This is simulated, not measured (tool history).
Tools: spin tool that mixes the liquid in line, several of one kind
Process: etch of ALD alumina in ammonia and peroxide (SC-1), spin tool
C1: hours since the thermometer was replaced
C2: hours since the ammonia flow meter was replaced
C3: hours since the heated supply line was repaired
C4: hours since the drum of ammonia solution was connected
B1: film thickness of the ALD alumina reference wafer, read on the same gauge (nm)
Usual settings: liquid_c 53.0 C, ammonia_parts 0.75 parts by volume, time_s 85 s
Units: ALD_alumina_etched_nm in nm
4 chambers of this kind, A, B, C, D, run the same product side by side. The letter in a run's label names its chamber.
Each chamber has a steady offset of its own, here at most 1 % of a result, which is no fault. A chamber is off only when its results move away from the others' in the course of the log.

run 1B hour=3.2 | liquid_c=53.0 ammonia_parts=0.75 time_s=85 | C1=1305.5 C2=102.5 C3=2004.9 C4=323.6 | B1=110.00 | ALD_alumina_etched_nm=6.8300
run 2A hour=6.3 | liquid_c=53.0 ammonia_parts=0.75 time_s=85 | C1=429.4 C2=516.6 C3=919.8 C4=41.6 | B1=110.02 | ALD_alumina_etched_nm=6.9923
run 3C hour=9.8 | liquid_c=53.0 ammonia_parts=0.75 time_s=85 | C1=2770.6 C2=80.8 C3=863.6 C4=530.7 | B1=109.98 | ALD_alumina_etched_nm=6.9078
run 4D hour=13.6 | liquid_c=53.0 ammonia_parts=0.75 time_s=85 | C1=2504.5 C2=38.8 C3=2024.7 C4=626.2 | B1=110.00 | ALD_alumina_etched_nm=6.9335
run 5A hour=17.2 | liquid_c=53.0 ammonia_parts=0.75 time_s=85 | C1=440.3 C2=527.5 C3=930.7 C4=52.5 | B1=109.99 | ALD_alumina_etched_nm=6.9053
run 6B hour=22.6 | liquid_c=53.0 ammonia_parts=0.75 time_s=85 | C1=1324.9 C2=121.9 C3=2024.3 C4=343.0 | B1=110.00 | ALD_alumina_etched_nm=6.7823
run 7C hour=27.4 | liquid_c=53.0 ammonia_parts=0.75 time_s=85 | C1=2788.2 C2=98.4 C3=881.2 C4=548.3 | B1=110.01 | ALD_alumina_etched_nm=6.9223
-- hour=31.7 chamber B: heated supply line repaired
run 8D hour=33.6 | liquid_c=53.0 ammonia_parts=0.75 time_s=50 | C1=2524.5 C2=58.8 C3=2044.7 C4=646.2 | B1=110.00 | ALD_alumina_etched_nm=4.0785
run 9C hour=39.4 | liquid_c=53.0 ammonia_parts=0.75 time_s=50 | C1=2800.2 C2=110.4 C3=893.2 C4=560.3 | B1=109.99 | ALD_alumina_etched_nm=4.0347
run 10A hour=43.3 | liquid_c=53.0 ammonia_parts=0.75 time_s=50 | C1=466.4 C2=553.6 C3=956.8 C4=78.6 | B1=110.00 | ALD_alumina_etched_nm=4.1294
-- hour=44.2 chamber B: thermometer replaced
run 11B hour=47.6 | liquid_c=53.0 ammonia_parts=0.75 time_s=50 | C1=3.5 C2=146.9 C3=16.0 C4=368.0 | B1=109.97 | ALD_alumina_etched_nm=3.9172
run 12D hour=51.0 | liquid_c=53.0 ammonia_parts=0.75 time_s=85 | C1=2541.9 C2=76.2 C3=2062.1 C4=663.6 | B1=109.98 | ALD_alumina_etched_nm=6.8716
run 13D hour=55.4 | liquid_c=53.0 ammonia_parts=0.75 time_s=85 | C1=2546.3 C2=80.6 C3=2066.5 C4=668.0 | B1=110.04 | ALD_alumina_etched_nm=6.9040
run 14A hour=58.6 | liquid_c=45.5 ammonia_parts=1.10 time_s=85 | C1=481.7 C2=568.9 C3=972.1 C4=93.9 | B1=110.01 | ALD_alumina_etched_nm=4.8185
run 15C hour=61.8 | liquid_c=45.5 ammonia_parts=1.10 time_s=85 | C1=2822.6 C2=132.8 C3=915.6 C4=582.7 | B1=110.01 | ALD_alumina_etched_nm=4.7780
run 16B hour=68.3 | liquid_c=45.5 ammonia_parts=1.10 time_s=85 | C1=24.2 C2=167.6 C3=36.7 C4=388.7 | B1=110.02 | ALD_alumina_etched_nm=4.6645
run 17C hour=74.4 | liquid_c=45.5 ammonia_parts=1.10 time_s=85 | C1=2835.2 C2=145.4 C3=928.2 C4=595.3 | B1=110.00 | ALD_alumina_etched_nm=4.7975
run 18B hour=79.0 | liquid_c=53.0 ammonia_parts=0.75 time_s=85 | C1=34.9 C2=178.3 C3=47.4 C4=399.4 | B1=110.04 | ALD_alumina_etched_nm=6.8042
run 19A hour=83.4 | liquid_c=53.0 ammonia_parts=0.75 time_s=85 | C1=506.5 C2=593.7 C3=996.9 C4=118.7 | B1=109.99 | ALD_alumina_etched_nm=6.9272
run 20D hour=89.7 | liquid_c=53.0 ammonia_parts=0.75 time_s=85 | C1=2580.6 C2=114.9 C3=2100.8 C4=702.3 | B1=110.02 | ALD_alumina_etched_nm=6.8177
run 21D hour=95.7 | liquid_c=53.0 ammonia_parts=0.75 time_s=85 | C1=2586.6 C2=120.9 C3=2106.8 C4=708.3 | B1=110.00 | ALD_alumina_etched_nm=6.8645
run 22A hour=99.8 | liquid_c=53.0 ammonia_parts=0.75 time_s=85 | C1=522.9 C2=610.1 C3=1013.3 C4=135.1 | B1=110.01 | ALD_alumina_etched_nm=6.9881
run 23C hour=105.0 | liquid_c=53.0 ammonia_parts=0.75 time_s=85 | C1=2865.8 C2=176.0 C3=958.8 C4=625.9 | B1=110.04 | ALD_alumina_etched_nm=6.7226
run 24B hour=111.0 | liquid_c=53.0 ammonia_parts=0.75 time_s=85 | C1=66.9 C2=210.3 C3=79.4 C4=431.4 | B1=110.01 | ALD_alumina_etched_nm=6.8705
-- hour=111.6 chamber C: thermometer replaced
run 25A hour=114.0 | liquid_c=53.0 ammonia_parts=0.75 time_s=85 | C1=537.1 C2=624.3 C3=1027.5 C4=149.3 | B1=110.03 | ALD_alumina_etched_nm=7.0194
run 26C hour=116.9 | liquid_c=56.5 ammonia_parts=0.75 time_s=130 | C1=5.4 C2=187.9 C3=970.7 C4=637.8 | B1=110.05 | ALD_alumina_etched_nm=12.2570
run 27D hour=123.0 | liquid_c=56.5 ammonia_parts=0.75 time_s=130 | C1=2613.9 C2=148.2 C3=2134.1 C4=735.6 | B1=110.01 | ALD_alumina_etched_nm=12.7320
run 28B hour=128.1 | liquid_c=56.5 ammonia_parts=0.75 time_s=130 | C1=84.0 C2=227.4 C3=96.5 C4=448.5 | B1=110.02 | ALD_alumina_etched_nm=12.5530
run 29D hour=132.2 | liquid_c=56.5 ammonia_parts=0.75 time_s=130 | C1=2623.1 C2=157.4 C3=2143.3 C4=744.8 | B1=110.05 | ALD_alumina_etched_nm=12.5400
run 30C hour=138.4 | liquid_c=53.0 ammonia_parts=0.75 time_s=85 | C1=26.9 C2=209.4 C3=992.2 C4=659.3 | B1=110.02 | ALD_alumina_etched_nm=6.4987
run 31A hour=144.3 | liquid_c=53.0 ammonia_parts=0.75 time_s=85 | C1=567.4 C2=654.6 C3=1057.8 C4=179.6 | B1=109.99 | ALD_alumina_etched_nm=6.9287
run 32B hour=148.9 | liquid_c=53.0 ammonia_parts=0.75 time_s=85 | C1=104.8 C2=248.2 C3=117.3 C4=469.3 | B1=110.03 | ALD_alumina_etched_nm=6.7898
run 33B hour=154.5 | liquid_c=53.0 ammonia_parts=0.75 time_s=85 | C1=110.4 C2=253.8 C3=122.9 C4=474.9 | B1=110.00 | ALD_alumina_etched_nm=6.8737
-- hour=158.4 chamber A: new drum of ammonia solution connected
run 34A hour=160.8 | liquid_c=53.0 ammonia_parts=0.75 time_s=85 | C1=583.9 C2=671.1 C3=1074.3 C4=2.4 | B1=110.00 | ALD_alumina_etched_nm=6.8937
run 35C hour=164.2 | liquid_c=53.0 ammonia_parts=0.75 time_s=85 | C1=52.7 C2=235.2 C3=1018.0 C4=685.1 | B1=110.02 | ALD_alumina_etched_nm=6.2241
run 36D hour=167.9 | liquid_c=53.0 ammonia_parts=0.75 time_s=85 | C1=2658.8 C2=193.1 C3=2179.0 C4=780.5 | B1=109.97 | ALD_alumina_etched_nm=6.8508
run 37A hour=171.5 | liquid_c=53.0 ammonia_parts=0.75 time_s=85 | C1=594.6 C2=681.8 C3=1085.0 C4=13.1 | B1=110.01 | ALD_alumina_etched_nm=6.8727
run 38B hour=177.3 | liquid_c=53.0 ammonia_parts=0.75 time_s=45 | C1=133.2 C2=276.6 C3=145.7 C4=497.7 | B1=109.97 | ALD_alumina_etched_nm=3.6232
run 39C hour=183.4 | liquid_c=53.0 ammonia_parts=0.75 time_s=45 | C1=71.9 C2=254.4 C3=1037.2 C4=704.3 | B1=109.99 | ALD_alumina_etched_nm=3.3175
run 40D hour=189.2 | liquid_c=53.0 ammonia_parts=0.75 time_s=45 | C1=2680.1 C2=214.4 C3=2200.3 C4=801.8 | B1=110.01 | ALD_alumina_etched_nm=3.5492
run 41A hour=195.6 | liquid_c=53.0 ammonia_parts=0.75 time_s=45 | C1=618.7 C2=705.9 C3=1109.1 C4=37.2 | B1=109.98 | ALD_alumina_etched_nm=3.6807
-- hour=196.7 chamber D: heated supply line repaired
run 42C hour=199.7 | liquid_c=53.0 ammonia_parts=0.75 time_s=85 | C1=88.2 C2=270.7 C3=1053.5 C4=720.6 | B1=110.02 | ALD_alumina_etched_nm=6.2224
run 43D hour=205.4 | liquid_c=44.5 ammonia_parts=0.75 time_s=85 | C1=2696.3 C2=230.6 C3=8.8 C4=818.0 | B1=110.01 | ALD_alumina_etched_nm=4.3685
run 44B hour=210.7 | liquid_c=44.5 ammonia_parts=0.75 time_s=85 | C1=166.6 C2=310.0 C3=179.1 C4=531.1 | B1=110.02 | ALD_alumina_etched_nm=4.2729

All 4 chambers run these settings next. Forecast each chamber's results:
run 45A hour=215.3 | liquid_c=53.0 ammonia_parts=0.65 time_s=85 | ALD_alumina_etched_nm=?
run 45B hour=215.3 | liquid_c=53.0 ammonia_parts=0.65 time_s=85 | ALD_alumina_etched_nm=?
run 45C hour=215.3 | liquid_c=53.0 ammonia_parts=0.65 time_s=85 | ALD_alumina_etched_nm=?
run 45D hour=215.3 | liquid_c=53.0 ammonia_parts=0.65 time_s=85 | ALD_alumina_etched_nm=?

run=45A ALD_alumina_etched_nm=6.8048
run=45B ALD_alumina_etched_nm=6.7103
run=45C ALD_alumina_etched_nm=5.9331
run=45D ALD_alumina_etched_nm=6.8574
